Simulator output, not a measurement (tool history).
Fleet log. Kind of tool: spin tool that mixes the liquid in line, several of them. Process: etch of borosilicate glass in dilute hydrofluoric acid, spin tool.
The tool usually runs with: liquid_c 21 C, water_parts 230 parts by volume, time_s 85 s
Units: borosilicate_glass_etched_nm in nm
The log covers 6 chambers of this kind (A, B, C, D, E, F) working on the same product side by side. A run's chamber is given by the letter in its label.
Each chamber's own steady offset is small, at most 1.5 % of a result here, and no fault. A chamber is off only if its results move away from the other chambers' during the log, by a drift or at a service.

run   hour  liquid_c  water_parts  time_s  hours since the thermometer was replaced  hours since the hydrofluoric acid flow meter was replaced  read-back film thickness of the borosilicate glass reference wafer, read on the same gauge (nm)  borosilicate_glass_etched_nm
 1B    7.9        21          230      85                                     417.1                                                     1068.7                                                                                           89.988                        7.4532
 2E   20.7        21          230      85                                     917.3                                                      247.4                                                                                           89.982                        7.2823
 3A     27        21          230      85                                     961.8                                                     1117.1                                                                                           90.025                        7.1353
 4C   32.8        21          230      85                                     145.1                                                      346.6                                                                                           90.018                        7.2765
 5D   40.2        21          230      85                                       231                                                      559.6                                                                                           90.013                        7.2838
 6F     48        21          230      85                                     354.3                                                       1224                                                                                           89.999                        7.2837
 7E   57.1        21          230      85                                     953.7                                                      283.8                                                                                           89.969                        7.3937
 8F   69.7        21          230      85                                       376                                                     1245.7                                                                                           89.999                        7.2125
 9A   76.2        21          230      85                                      1011                                                     1166.3                                                                                           89.986                         7.147
10C   88.8        21          230      85                                     201.1                                                      402.6                                                                                           89.958                         7.367
11B     98        21          230      85                                     507.2                                                     1158.8                                                                                           90.031                        7.3477
12D  107.5        21          230      85                                     298.3                                                      626.9                                                                                           89.962                        7.2456
13B  114.2        21          230      85                                     523.4                                                       1175                                                                                           89.986                        7.3367
14F  122.3        21          230      85                                     428.6                                                     1298.3                                                                                           90.045                        7.1971
15D  129.4        21          230      85                                     320.2                                                      648.8                                                                                            89.98                        7.1749
16E  137.2        21          230      85                                    1033.8                                                      363.9                                                                                           90.004                        7.1511
17C  143.8        21          230      85                                     256.1                                                      457.6                                                                                           90.017                        7.3312
     153.3  -- chamber A: hydrofluoric acid flow meter replaced
18A  153.6        18          325      85                                    1088.4                                                        0.3                                                                                           90.014                        4.1562
19B  160.6        18          325      85                                     569.8                                                     1221.4                                                                                           90.007                        4.1726
20E  166.7        18          325      85                                    1063.3                                                      393.4                                                                                           89.947                        4.0661
21D  177.9        18          325      85                                     368.7                                                      697.3                                                                                           90.015                        4.1258
22F  189.6        18          325      85                                     495.9                                                     1365.6                                                                                           90.034                         4.108
23C  197.6        18          325      85                                     309.9                                                      511.4                                                                                            90.01                        4.1897
24A  206.2        21          230      85                                      1141                                                       52.9                                                                                           89.999                        7.2685
25D    212        21          230      85                                     402.8                                                      731.4                                                                                           90.006                        7.1635
26F  219.7        21          230      85                                       526                                                     1395.7                                                                                           90.053                        7.2468
27A  231.5        21          230      85                                    1166.3                                                       78.2                                                                                           89.988                        7.1626
28B  239.7        21          230      85                                     648.9                                                     1300.5                                                                                           89.986                        7.3348
29C  250.4        21          150      45                                     362.7                                                      564.2                                                                                           89.987                        6.4598
30E  262.5        21          150      45                                    1159.1                                                      489.2                                                                                           89.988                        6.0233
31E  272.6        21          150      45                                    1169.2                                                      499.3                                                                                           90.026                        5.8907
32A  280.9        21          150      45                                    1215.7                                                      127.6                                                                                           89.982                        6.3885
     282.1  -- chamber F: hydrofluoric acid flow meter replaced
33C  287.6        21          150      45                                     399.9                                                      601.4                                                                                           90.024                        6.3949
34D  299.8        21          150      45                                     490.6                                                      819.2                                                                                           90.001                        6.3578
35F  309.3      25.5          130      85                                     615.6                                                       27.2                                                                                           89.992                        17.005
36B  318.2      25.5          130      85                                     727.4                                                       1379                                                                                           90.032                        16.975
37E  327.5      25.5          130      85                                    1224.1                                                      554.2                                                                                           89.974                        15.271
38F    333      25.5          130      85                                     639.3                                                       50.9                                                                                           90.013                        17.177
39B  342.3      25.5          130      85                                     751.5                                                     1403.1                                                                                           89.993                        17.106
40C  348.7      25.5          130      85                                       461                                                      662.5                                                                                               90                        17.084

Next, all 6 chambers run the settings below, one line each with question marks for the results. What does each chamber give?
41A  357.9        21          230      85                                                                                                                                                                                                                                   ?
41B  357.9        21          230      85                                                                                                                                                                                                                                   ?
41C  357.9        21          230      85                                                                                                                                                                                                                                   ?
41D  357.9        21          230      85                                                                                                                                                                                                                                   ?
41E  357.9        21          230      85                                                                                                                                                                                                                                   ?
41F  357.9        21          230      85                                                                                                                                                                                                                                   ?

run  borosilicate_glass_etched_nm
41A                        7.1942
41B                        7.3029
41C                        7.1929
41D                        7.1378
41E                        6.4712
41F                        7.2685
